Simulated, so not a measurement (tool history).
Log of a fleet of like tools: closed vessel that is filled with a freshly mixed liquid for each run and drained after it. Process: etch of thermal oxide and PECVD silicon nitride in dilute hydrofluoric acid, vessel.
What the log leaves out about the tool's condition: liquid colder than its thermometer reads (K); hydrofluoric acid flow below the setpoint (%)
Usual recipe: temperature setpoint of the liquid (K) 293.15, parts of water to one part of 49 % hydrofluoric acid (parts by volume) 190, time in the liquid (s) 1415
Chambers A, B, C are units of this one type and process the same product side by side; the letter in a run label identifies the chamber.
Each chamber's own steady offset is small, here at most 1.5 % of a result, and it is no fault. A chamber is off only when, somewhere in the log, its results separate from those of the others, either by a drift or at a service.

run   hour  temperature setpoint of the liquid (K)  parts of water to one part of 49 % hydrofluoric acid (parts by volume)  time in the liquid (s)  hours since the thermometer was replaced  hours since the hydrofluoric acid flow meter was replaced  read-back film thickness of the thermal oxide reference wafer, read on the same gauge (nm)  read-back film thickness of the PECVD silicon nitride reference wafer, read on the same gauge (nm)  thickness taken off the thermal oxide on a monitor wafer (nm)  thickness taken off the PECVD silicon nitride on a monitor wafer (nm)
 1A    7.6                                  293.15                                                                     190                    1415                                     177.9                                                      744.8                                                                                         150                                                                                              109.96                                                         26.676                                                                 16.988
 2C   13.8                                  293.15                                                                     190                    1415                                     537.9                                                     1026.7                                                                                      150.02                                                                                              109.99                                                          26.93                                                                 17.107
 3B   23.2                                  293.15                                                                     190                    1415                                     850.3                                                      668.5                                                                                      149.95                                                                                              110.01                                                         27.025                                                                 16.851
 4B   30.3                                  293.15                                                                     190                    1415                                     857.4                                                      675.6                                                                                      150.04                                                                                              109.99                                                         27.004                                                                  16.79
 5A   38.5                                  293.15                                                                     190                    1415                                     208.8                                                      775.7                                                                                      149.97                                                                                              110.04                                                         26.945                                                                 17.019
 6C   44.4                                  290.65                                                                     110                    1415                                     568.5                                                     1057.3                                                                                      150.02                                                                                              110.05                                                         45.382                                                                 24.259
 7A   52.1                                  290.65                                                                     110                    1415                                     222.4                                                      789.3                                                                                      150.01                                                                                              110.06                                                         45.341                                                                  24.28
 8C   59.3                                  290.65                                                                     110                    1415                                     583.4                                                     1072.2                                                                                      149.99                                                                                              110.01                                                         45.156                                                                 24.349
      65.7  -- chamber C: hydrofluoric acid flow meter replaced
 9B   68.3                                  293.15                                                                     190                    1415                                     895.4                                                      713.6                                                                                      150.01                                                                                              109.98                                                         27.018                                                                  16.88
10C   76.3                                  296.15                                                                     190                    1415                                     600.4                                                       10.7                                                                                         150                                                                                              110.02                                                         29.696                                                                 20.653
11B   86.3                                  296.15                                                                     190                    1415                                     913.4                                                      731.6                                                                                         150                                                                                                 110                                                          30.67                                                                 20.448
12A     93                                  296.15                                                                     190                    1415                                     263.3                                                      830.2                                                                                         150                                                                                              109.99                                                         29.739                                                                 20.695
13A   99.4                                  291.15                                                                     190                    1415                                     269.7                                                      836.6                                                                                      150.01                                                                                              109.96                                                         24.711                                                                 14.882
14B  106.1                                  291.15                                                                     190                    1415                                     933.2                                                      751.4                                                                                      149.97                                                                                              109.98                                                          24.99                                                                 14.713
15C  114.6                                  291.15                                                                     190                    1415                                     638.7                                                         49                                                                                         150                                                                                              110.04                                                         23.774                                                                 14.011
16B  120.7                                  293.15                                                                     190                    1415                                     947.8                                                        766                                                                                      149.98                                                                                              110.02                                                         26.749                                                                 16.923
17A  129.5                                  291.15                                                                     190                    1415                                     299.8                                                      866.7                                                                                      150.01                                                                                              110.02                                                         24.771                                                                 14.901
18C  137.4                                  291.15                                                                     190                    1415                                     661.5                                                       71.8                                                                                      150.02                                                                                              110.04                                                         23.841                                                                 13.719
19A  142.8                                  291.15                                                                     190                    1415                                     313.1                                                        880                                                                                      149.99                                                                                              109.98                                                         24.825                                                                 14.831
20C  152.8                                  293.15                                                                     190                     855                                     676.9                                                       87.2                                                                                      150.01                                                                                              109.98                                                         15.421                                                                 9.3987
21B    162                                  293.15                                                                     190                     855                                     989.1                                                      807.3                                                                                      150.01                                                                                              110.05                                                         16.366                                                                 10.234

Predict what each chamber gives when all 3 of them run the settings below next.
22A  169.2                                  293.15                                                                     190                    1415                                                                                                                                                                                                                                                                                                                                                                   ?                                                                      ?
22B  169.2                                  293.15                                                                     190                    1415                                                                                                                                                                                                                                                                                                                                                                   ?                                                                      ?
22C  169.2                                  293.15                                                                     190                    1415                                                                                                                                                                                                                                                                                                                                                                   ?                                                                      ?

run  thickness taken off the thermal oxide on a monitor wafer (nm)  thickness taken off the PECVD silicon nitride on a monitor wafer (nm)
22A                                                         26.764                                                                 16.951
22B                                                          26.92                                                                 16.781
22C                                                         24.803                                                                 14.981
